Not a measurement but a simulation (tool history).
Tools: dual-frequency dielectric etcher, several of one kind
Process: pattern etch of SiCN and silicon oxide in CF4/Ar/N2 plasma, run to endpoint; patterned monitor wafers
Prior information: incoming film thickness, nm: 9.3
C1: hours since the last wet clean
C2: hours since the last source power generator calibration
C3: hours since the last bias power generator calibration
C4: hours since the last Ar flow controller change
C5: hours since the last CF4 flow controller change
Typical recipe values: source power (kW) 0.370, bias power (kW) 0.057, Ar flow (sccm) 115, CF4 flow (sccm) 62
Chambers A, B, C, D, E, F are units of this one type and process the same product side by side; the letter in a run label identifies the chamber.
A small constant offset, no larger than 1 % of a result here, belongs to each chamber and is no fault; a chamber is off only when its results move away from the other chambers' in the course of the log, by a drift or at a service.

{"run": "1D", "hour": 7.0, "source power (kW)": 0.37, "bias power (kW)": 0.057, "Ar flow (sccm)": 115, "CF4 flow (sccm)": 62, "C1": 143.4, "C2": 53.7, "C3": 1484.5, "C4": 212.1, "C5": 4763.9, "endpoint time (s)": 14.646}
{"run": "2A", "hour": 21.1, "source power (kW)": 0.37, "bias power (kW)": 0.057, "Ar flow (sccm)": 115, "CF4 flow (sccm)": 62, "C1": 354.2, "C2": 1140.9, "C3": 813.8, "C4": 3980.0, "C5": 3615.7, "endpoint time (s)": 14.402}
{"hour": 27.7, "done": "chamber A: wet clean of the chamber"}
{"run": "3F", "hour": 28.3, "source power (kW)": 0.37, "bias power (kW)": 0.057, "Ar flow (sccm)": 115, "CF4 flow (sccm)": 62, "C1": 274.2, "C2": 1598.7, "C3": 903.4, "C4": 4005.0, "C5": 4482.3, "endpoint time (s)": 14.622}
{"run": "4B", "hour": 43.5, "source power (kW)": 0.37, "bias power (kW)": 0.057, "Ar flow (sccm)": 115, "CF4 flow (sccm)": 62, "C1": 601.0, "C2": 1401.2, "C3": 687.7, "C4": 3035.2, "C5": 585.2, "endpoint time (s)": 14.441}
{"run": "5E", "hour": 52.3, "source power (kW)": 0.34, "bias power (kW)": 0.057, "Ar flow (sccm)": 115, "CF4 flow (sccm)": 62, "C1": 94.2, "C2": 1590.8, "C3": 1331.5, "C4": 3866.0, "C5": 3556.9, "endpoint time (s)": 15.554}
{"run": "6C", "hour": 63.2, "source power (kW)": 0.34, "bias power (kW)": 0.057, "Ar flow (sccm)": 115, "CF4 flow (sccm)": 62, "C1": 256.7, "C2": 719.1, "C3": 1047.6, "C4": 1844.3, "C5": 1822.1, "endpoint time (s)": 15.507}
{"hour": 67.7, "done": "chamber B: wet clean of the chamber"}
{"run": "7F", "hour": 78.2, "source power (kW)": 0.34, "bias power (kW)": 0.057, "Ar flow (sccm)": 115, "CF4 flow (sccm)": 62, "C1": 324.1, "C2": 1648.6, "C3": 953.3, "C4": 4054.9, "C5": 4532.2, "endpoint time (s)": 15.756}
{"run": "8C", "hour": 86.0, "source power (kW)": 0.34, "bias power (kW)": 0.057, "Ar flow (sccm)": 115, "CF4 flow (sccm)": 62, "C1": 279.5, "C2": 741.9, "C3": 1070.4, "C4": 1867.1, "C5": 1844.9, "endpoint time (s)": 15.471}
{"run": "9B", "hour": 97.2, "source power (kW)": 0.34, "bias power (kW)": 0.057, "Ar flow (sccm)": 115, "CF4 flow (sccm)": 62, "C1": 29.5, "C2": 1454.9, "C3": 741.4, "C4": 3088.9, "C5": 638.9, "endpoint time (s)": 15.774}
{"run": "10E", "hour": 108.7, "source power (kW)": 0.34, "bias power (kW)": 0.057, "Ar flow (sccm)": 115, "CF4 flow (sccm)": 62, "C1": 150.6, "C2": 1647.2, "C3": 1387.9, "C4": 3922.4, "C5": 3613.3, "endpoint time (s)": 15.656}
{"run": "11A", "hour": 123.4, "source power (kW)": 0.37, "bias power (kW)": 0.057, "Ar flow (sccm)": 115, "CF4 flow (sccm)": 62, "C1": 95.8, "C2": 1243.2, "C3": 916.1, "C4": 4082.3, "C5": 3718.0, "endpoint time (s)": 14.32}
{"run": "12D", "hour": 132.7, "source power (kW)": 0.37, "bias power (kW)": 0.057, "Ar flow (sccm)": 115, "CF4 flow (sccm)": 62, "C1": 269.1, "C2": 179.4, "C3": 1610.2, "C4": 337.8, "C5": 4889.6, "endpoint time (s)": 14.56}
{"run": "13D", "hour": 140.1, "source power (kW)": 0.37, "bias power (kW)": 0.057, "Ar flow (sccm)": 115, "CF4 flow (sccm)": 62, "C1": 276.5, "C2": 186.8, "C3": 1617.6, "C4": 345.2, "C5": 4897.0, "endpoint time (s)": 14.315}
{"run": "14F", "hour": 151.1, "source power (kW)": 0.37, "bias power (kW)": 0.057, "Ar flow (sccm)": 115, "CF4 flow (sccm)": 62, "C1": 397.0, "C2": 1721.5, "C3": 1026.2, "C4": 4127.8, "C5": 4605.1, "endpoint time (s)": 14.633}
{"run": "15B", "hour": 165.9, "source power (kW)": 0.37, "bias power (kW)": 0.057, "Ar flow (sccm)": 115, "CF4 flow (sccm)": 62, "C1": 98.2, "C2": 1523.6, "C3": 810.1, "C4": 3157.6, "C5": 707.6, "endpoint time (s)": 14.48}
{"hour": 169.8, "done": "chamber F: wet clean of the chamber"}
{"run": "16C", "hour": 174.4, "source power (kW)": 0.37, "bias power (kW)": 0.057, "Ar flow (sccm)": 115, "CF4 flow (sccm)": 62, "C1": 367.9, "C2": 830.3, "C3": 1158.8, "C4": 1955.5, "C5": 1933.3, "endpoint time (s)": 14.443}
{"run": "17A", "hour": 186.9, "source power (kW)": 0.37, "bias power (kW)": 0.057, "Ar flow (sccm)": 115, "CF4 flow (sccm)": 62, "C1": 159.3, "C2": 1306.7, "C3": 979.6, "C4": 4145.8, "C5": 3781.5, "endpoint time (s)": 14.469}
{"run": "18E", "hour": 198.5, "source power (kW)": 0.37, "bias power (kW)": 0.057, "Ar flow (sccm)": 115, "CF4 flow (sccm)": 62, "C1": 240.4, "C2": 1737.0, "C3": 1477.7, "C4": 4012.2, "C5": 3703.1, "endpoint time (s)": 14.55}
{"run": "19D", "hour": 207.8, "source power (kW)": 0.37, "bias power (kW)": 0.057, "Ar flow (sccm)": 115, "CF4 flow (sccm)": 62, "C1": 344.2, "C2": 254.5, "C3": 1685.3, "C4": 412.9, "C5": 4964.7, "endpoint time (s)": 14.552}
{"run": "20F", "hour": 220.0, "source power (kW)": 0.37, "bias power (kW)": 0.057, "Ar flow (sccm)": 115, "CF4 flow (sccm)": 62, "C1": 50.2, "C2": 1790.4, "C3": 1095.1, "C4": 4196.7, "C5": 4674.0, "endpoint time (s)": 14.401}
{"run": "21A", "hour": 231.6, "source power (kW)": 0.37, "bias power (kW)": 0.057, "Ar flow (sccm)": 115, "CF4 flow (sccm)": 62, "C1": 204.0, "C2": 1351.4, "C3": 1024.3, "C4": 4190.5, "C5": 3826.2, "endpoint time (s)": 14.448}
{"run": "22B", "hour": 243.9, "source power (kW)": 0.37, "bias power (kW)": 0.057, "Ar flow (sccm)": 115, "CF4 flow (sccm)": 62, "C1": 176.2, "C2": 1601.6, "C3": 888.1, "C4": 3235.6, "C5": 785.6, "endpoint time (s)": 14.439}
{"run": "23C", "hour": 257.2, "source power (kW)": 0.37, "bias power (kW)": 0.057, "Ar flow (sccm)": 115, "CF4 flow (sccm)": 62, "C1": 450.7, "C2": 913.1, "C3": 1241.6, "C4": 2038.3, "C5": 2016.1, "endpoint time (s)": 14.519}
{"hour": 265.0, "done": "chamber E: wet clean of the chamber"}
{"run": "24E", "hour": 269.3, "source power (kW)": 0.37, "bias power (kW)": 0.057, "Ar flow (sccm)": 115, "CF4 flow (sccm)": 62, "C1": 4.4, "C2": 1807.8, "C3": 1548.5, "C4": 4083.0, "C5": 3773.9, "endpoint time (s)": 13.883}
{"run": "25E", "hour": 278.7, "source power (kW)": 0.37, "bias power (kW)": 0.057, "Ar flow (sccm)": 115, "CF4 flow (sccm)": 62, "C1": 13.8, "C2": 1817.2, "C3": 1557.9, "C4": 4092.4, "C5": 3783.3, "endpoint time (s)": 13.836}
{"run": "26F", "hour": 294.3, "source power (kW)": 0.37, "bias power (kW)": 0.057, "Ar flow (sccm)": 115, "CF4 flow (sccm)": 62, "C1": 124.5, "C2": 1864.7, "C3": 1169.4, "C4": 4271.0, "C5": 4748.3, "endpoint time (s)": 14.541}
{"run": "27D", "hour": 302.0, "source power (kW)": 0.37, "bias power (kW)": 0.057, "Ar flow (sccm)": 115, "CF4 flow (sccm)": 62, "C1": 438.4, "C2": 348.7, "C3": 1779.5, "C4": 507.1, "C5": 5058.9, "endpoint time (s)": 14.371}
{"run": "28C", "hour": 309.4, "source power (kW)": 0.37, "bias power (kW)": 0.057, "Ar flow (sccm)": 115, "CF4 flow (sccm)": 62, "C1": 502.9, "C2": 965.3, "C3": 1293.8, "C4": 2090.5, "C5": 2068.3, "endpoint time (s)": 14.521}
{"run": "29A", "hour": 319.6, "source power (kW)": 0.37, "bias power (kW)": 0.057, "Ar flow (sccm)": 115, "CF4 flow (sccm)": 62, "C1": 292.0, "C2": 1439.4, "C3": 1112.3, "C4": 4278.5, "C5": 3914.2, "endpoint time (s)": 14.506}
{"run": "30B", "hour": 332.5, "source power (kW)": 0.37, "bias power (kW)": 0.057, "Ar flow (sccm)": 115, "CF4 flow (sccm)": 62, "C1": 264.8, "C2": 1690.2, "C3": 976.7, "C4": 3324.2, "C5": 874.2, "endpoint time (s)": 14.554}
{"run": "31A", "hour": 341.0, "source power (kW)": 0.37, "bias power (kW)": 0.057, "Ar flow (sccm)": 139, "CF4 flow (sccm)": 62, "C1": 313.4, "C2": 1460.8, "C3": 1133.7, "C4": 4299.9, "C5": 3935.6, "endpoint time (s)": 14.737}
{"run": "32B", "hour": 353.7, "source power (kW)": 0.37, "bias power (kW)": 0.057, "Ar flow (sccm)": 139, "CF4 flow (sccm)": 62, "C1": 286.0, "C2": 1711.4, "C3": 997.9, "C4": 3345.4, "C5": 895.4, "endpoint time (s)": 14.823}
{"hour": 363.9, "done": "chamber E: bias power generator calibrated"}
{"run": "33F", "hour": 368.7, "source power (kW)": 0.37, "bias power (kW)": 0.057, "Ar flow (sccm)": 139, "CF4 flow (sccm)": 62, "C1": 198.9, "C2": 1939.1, "C3": 1243.8, "C4": 4345.4, "C5": 4822.7, "endpoint time (s)": 15.151}
{"hour": 374.8, "done": "chamber C: wet clean of the chamber"}
{"run": "34D", "hour": 382.6, "source power (kW)": 0.37, "bias power (kW)": 0.057, "Ar flow (sccm)": 139, "CF4 flow (sccm)": 62, "C1": 519.0, "C2": 429.3, "C3": 1860.1, "C4": 587.7, "C5": 5139.5, "endpoint time (s)": 15.079}
{"hour": 385.9, "done": "chamber E: source power generator calibrated"}
{"run": "35E", "hour": 397.4, "source power (kW)": 0.37, "bias power (kW)": 0.057, "Ar flow (sccm)": 139, "CF4 flow (sccm)": 62, "C1": 132.5, "C2": 11.6, "C3": 33.5, "C4": 4211.1, "C5": 3902.0, "endpoint time (s)": 14.314}
{"run": "36C", "hour": 409.7, "source power (kW)": 0.37, "bias power (kW)": 0.057, "Ar flow (sccm)": 139, "CF4 flow (sccm)": 62, "C1": 35.0, "C2": 1065.6, "C3": 1394.1, "C4": 2190.8, "C5": 2168.6, "endpoint time (s)": 14.892}
{"run": "37A", "hour": 422.2, "source power (kW)": 0.37, "bias power (kW)": 0.057, "Ar flow (sccm)": 115, "CF4 flow (sccm)": 62, "C1": 394.6, "C2": 1542.0, "C3": 1214.9, "C4": 4381.1, "C5": 4016.8, "endpoint time (s)": 14.51}
{"run": "38E", "hour": 438.2, "source power (kW)": 0.37, "bias power (kW)": 0.057, "Ar flow (sccm)": 115, "CF4 flow (sccm)": 62, "C1": 173.3, "C2": 52.4, "C3": 74.3, "C4": 4251.9, "C5": 3942.8, "endpoint time (s)": 13.986}

One chamber off, gauge drift, or nothing amiss beyond the chambers' own small offsets? If it is a chamber, which one, and what is the likeliest cause?

A service left chamber E off against the others.
What lies behind it: etch rate over this chamber's usual, % = 5.01.

Below are 4 candidate recipes for chamber E's next run, each the usual settings with a change, their results shown as question marks. Which of them brings E's results back in line with what the other chambers give on the usual settings?
To be in line, a result may differ from the other chambers' mean on the usual settings by at most: endpoint time (s) 0.290
{"run": "39E-1", "hour": 449.7, "source power (kW)": 0.37, "bias power (kW)": 0.057, "Ar flow (sccm)": 131, "CF4 flow (sccm)": 54, "endpoint time (s)": "?"}
{"run": "39E-2", "hour": 449.7, "source power (kW)": 0.37, "bias power (kW)": 0.055, "Ar flow (sccm)": 115, "CF4 flow (sccm)": 62, "endpoint time (s)": "?"}
{"run": "39E-3", "hour": 449.7, "source power (kW)": 0.37, "bias power (kW)": 0.057, "Ar flow (sccm)": 112, "CF4 flow (sccm)": 64, "endpoint time (s)": "?"}
{"run": "39E-4", "hour": 449.7, "source power (kW)": 0.37, "bias power (kW)": 0.063, "Ar flow (sccm)": 108, "CF4 flow (sccm)": 62, "endpoint time (s)": "?"}

What the other chambers average on the usual settings: endpoint time (s) 14.471
run=39E-1 endpoint_time_(s)=14.552
run=39E-2 endpoint_time_(s)=14.059
run=39E-3 endpoint_time_(s)=13.756
run=39E-4 endpoint_time_(s)=13.291
39E-1 brings the chamber back in line.

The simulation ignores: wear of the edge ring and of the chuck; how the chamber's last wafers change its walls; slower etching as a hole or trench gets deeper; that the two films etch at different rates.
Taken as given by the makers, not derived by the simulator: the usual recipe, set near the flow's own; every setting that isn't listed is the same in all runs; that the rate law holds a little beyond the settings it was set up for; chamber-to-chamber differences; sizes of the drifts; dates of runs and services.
